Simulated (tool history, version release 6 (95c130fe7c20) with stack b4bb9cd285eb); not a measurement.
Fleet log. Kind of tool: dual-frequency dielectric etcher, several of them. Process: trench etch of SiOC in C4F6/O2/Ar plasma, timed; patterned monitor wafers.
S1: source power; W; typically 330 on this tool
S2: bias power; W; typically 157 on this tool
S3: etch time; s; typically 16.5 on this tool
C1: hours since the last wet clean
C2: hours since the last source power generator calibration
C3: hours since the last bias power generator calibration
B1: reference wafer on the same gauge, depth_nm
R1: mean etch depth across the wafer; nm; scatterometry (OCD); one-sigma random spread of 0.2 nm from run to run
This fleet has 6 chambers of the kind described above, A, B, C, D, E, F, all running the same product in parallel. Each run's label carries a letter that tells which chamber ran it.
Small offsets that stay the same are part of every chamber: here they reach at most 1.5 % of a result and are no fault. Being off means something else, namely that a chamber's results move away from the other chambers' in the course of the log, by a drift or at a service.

run 1D hour=13.4 | S1=330 S2=157 S3=16.5 | C1=164.6 C2=1063.7 C3=194.6 | B1=25.639 | R1=30.59
run 2A hour=28 | S1=330 S2=157 S3=16.5 | C1=342.2 C2=576.3 C3=1183 | B1=25.688 | R1=30.431
run 3B hour=43.1 | S1=330 S2=157 S3=16.5 | C1=500.5 C2=1375.3 C3=1306.9 | B1=25.691 | R1=30.883
-- hour=50.1 chamber A: wet clean of the chamber
run 4C hour=58.6 | S1=330 S2=157 S3=16.5 | C1=282.5 C2=2712 C3=939.7 | B1=25.628 | R1=30.248
run 5F hour=72.8 | S1=330 S2=157 S3=16.5 | C1=108.1 C2=4376.4 C3=2097.6 | B1=25.727 | R1=30.447
run 6E hour=83.4 | S1=330 S2=157 S3=16.5 | C1=366.7 C2=1847 C3=1453.4 | B1=25.683 | R1=30.29
run 7E hour=95.4 | S1=300 S2=157 S3=16.5 | C1=378.7 C2=1859 C3=1465.4 | B1=25.664 | R1=29.106
run 8A hour=102.3 | S1=300 S2=157 S3=16.5 | C1=52.3 C2=650.6 C3=1257.3 | B1=25.692 | R1=29.509
run 9F hour=111 | S1=300 S2=157 S3=16.5 | C1=146.3 C2=4414.6 C3=2135.8 | B1=25.763 | R1=29.22
run 10B hour=120.2 | S1=300 S2=157 S3=16.5 | C1=577.6 C2=1452.4 C3=1384 | B1=25.706 | R1=29.771
run 11D hour=127.2 | S1=300 S2=157 S3=16.5 | C1=278.4 C2=1177.5 C3=308.4 | B1=25.713 | R1=29.422
run 12C hour=136.8 | S1=300 S2=157 S3=16.5 | C1=360.7 C2=2790.2 C3=1017.9 | B1=25.702 | R1=29.723
run 13B hour=145.4 | S1=330 S2=157 S3=16.5 | C1=602.8 C2=1477.6 C3=1409.2 | B1=25.676 | R1=30.668
-- hour=148.8 chamber B: wet clean of the chamber
run 14A hour=154.5 | S1=330 S2=157 S3=16.5 | C1=104.5 C2=702.8 C3=1309.5 | B1=25.726 | R1=30.767
-- hour=161.7 chamber F: source power generator calibrated
run 15C hour=161.8 | S1=330 S2=157 S3=16.5 | C1=385.7 C2=2815.2 C3=1042.9 | B1=25.721 | R1=30.571
run 16E hour=171.7 | S1=370 S2=157 S3=16.5 | C1=455 C2=1935.3 C3=1541.7 | B1=25.668 | R1=31.218
run 17D hour=183.2 | S1=370 S2=157 S3=16.5 | C1=334.4 C2=1233.5 C3=364.4 | B1=25.712 | R1=31.958
run 18F hour=195.3 | S1=370 S2=157 S3=16.5 | C1=230.6 C2=33.6 C3=2220.1 | B1=25.689 | R1=31.93
run 19B hour=206.9 | S1=370 S2=157 S3=16.5 | C1=58.2 C2=1539.1 C3=1470.7 | B1=25.703 | R1=31.857
-- hour=212.5 chamber D: wet clean of the chamber
run 20D hour=221.6 | S1=370 S2=157 S3=16.5 | C1=9.1 C2=1271.9 C3=402.8 | B1=25.641 | R1=32.433
run 21C hour=230.5 | S1=370 S2=157 S3=16.5 | C1=454.4 C2=2883.9 C3=1111.6 | B1=25.654 | R1=31.598
-- hour=236.5 chamber C: wet clean of the chamber
run 22E hour=245.1 | S1=330 S2=157 S3=16.5 | C1=528.4 C2=2008.7 C3=1615.1 | B1=25.685 | R1=29.96
run 23F hour=253.5 | S1=330 S2=157 S3=16.5 | C1=288.8 C2=91.8 C3=2278.3 | B1=25.714 | R1=30.287
run 24A hour=266.1 | S1=330 S2=157 S3=16.5 | C1=216.1 C2=814.4 C3=1421.1 | B1=25.718 | R1=30.877
-- hour=266.8 chamber E: bias power generator calibrated
run 25A hour=279 | S1=330 S2=157 S3=16.5 | C1=229 C2=827.3 C3=1434 | B1=25.726 | R1=30.651
run 26F hour=290.3 | S1=330 S2=157 S3=16.5 | C1=325.6 C2=128.6 C3=2315.1 | B1=25.694 | R1=30.071
run 27E hour=303 | S1=330 S2=157 S3=16.5 | C1=586.3 C2=2066.6 C3=36.3 | B1=25.707 | R1=29.615
run 28D hour=317.4 | S1=330 S2=157 S3=16.5 | C1=104.9 C2=1367.7 C3=498.6 | B1=25.715 | R1=30.856
run 29C hour=328.6 | S1=330 S2=157 S3=16.5 | C1=92.2 C2=2982 C3=1209.7 | B1=25.695 | R1=30.28
run 30B hour=340.6 | S1=330 S2=157 S3=16.5 | C1=191.9 C2=1672.8 C3=1604.4 | B1=25.67 | R1=31.339
run 31C hour=355.2 | S1=330 S2=157 S3=16.5 | C1=118.8 C2=3008.6 C3=1236.3 | B1=25.664 | R1=30.383
run 32B hour=369 | S1=330 S2=157 S3=16.5 | C1=220.3 C2=1701.2 C3=1632.8 | B1=25.707 | R1=30.987
run 33F hour=382.4 | S1=330 S2=157 S3=16.5 | C1=417.7 C2=220.7 C3=2407.2 | B1=25.729 | R1=30.472
-- hour=386.9 chamber B: bias power generator calibrated
run 34D hour=393.4 | S1=330 S2=157 S3=16.5 | C1=180.9 C2=1443.7 C3=574.6 | B1=25.757 | R1=30.565
-- hour=400.5 chamber F: wet clean of the chamber
run 35A hour=407.8 | S1=330 S2=157 S3=16.5 | C1=357.8 C2=956.1 C3=1562.8 | B1=25.716 | R1=30.374
-- hour=412.4 chamber A: wet clean of the chamber
run 36E hour=416.1 | S1=330 S2=157 S3=16.5 | C1=699.4 C2=2179.7 C3=149.4 | B1=25.687 | R1=29.27
run 37C hour=426.3 | S1=330 S2=157 S3=16.5 | C1=189.9 C2=3079.7 C3=1307.4 | B1=25.726 | R1=30.755
run 38D hour=441.4 | S1=330 S2=157 S3=16.5 | C1=228.9 C2=1491.7 C3=622.6 | B1=25.715 | R1=30.11
run 39F hour=453 | S1=330 S2=157 S3=16.5 | C1=52.6 C2=291.3 C3=2477.8 | B1=25.718 | R1=30.299
run 40E hour=467.1 | S1=330 S2=157 S3=16.5 | C1=750.4 C2=2230.7 C3=200.4 | B1=25.685 | R1=29.263
run 41A hour=480.5 | S1=330 S2=157 S3=16.5 | C1=68.1 C2=1028.8 C3=1635.5 | B1=25.691 | R1=30.469
run 42B hour=496 | S1=330 S2=157 S3=16.5 | C1=347.3 C2=1828.2 C3=109.2 | B1=25.702 | R1=30.791
run 43B hour=505.1 | S1=390 S2=180 S3=16.5 | C1=356.4 C2=1837.3 C3=118.3 | B1=25.671 | R1=34.401
run 44D hour=513.7 | S1=390 S2=180 S3=16.5 | C1=301.2 C2=1564 C3=694.9 | B1=25.723 | R1=33.848

All chambers now run identical settings, listed one chamber a line with results as question marks. What results will each chamber show?
run 45A hour=524.8 | S1=330 S2=157 S3=16.5 | R1=?
run 45B hour=524.8 | S1=330 S2=157 S3=16.5 | R1=?
run 45C hour=524.8 | S1=330 S2=157 S3=16.5 | R1=?
run 45D hour=524.8 | S1=330 S2=157 S3=16.5 | R1=?
run 45E hour=524.8 | S1=330 S2=157 S3=16.5 | R1=?
run 45F hour=524.8 | S1=330 S2=157 S3=16.5 | R1=?

run=45A R1=30.686
run=45B R1=30.849
run=45C R1=30.809
run=45D R1=31.095
run=45E R1=29.109
run=45F R1=30.186
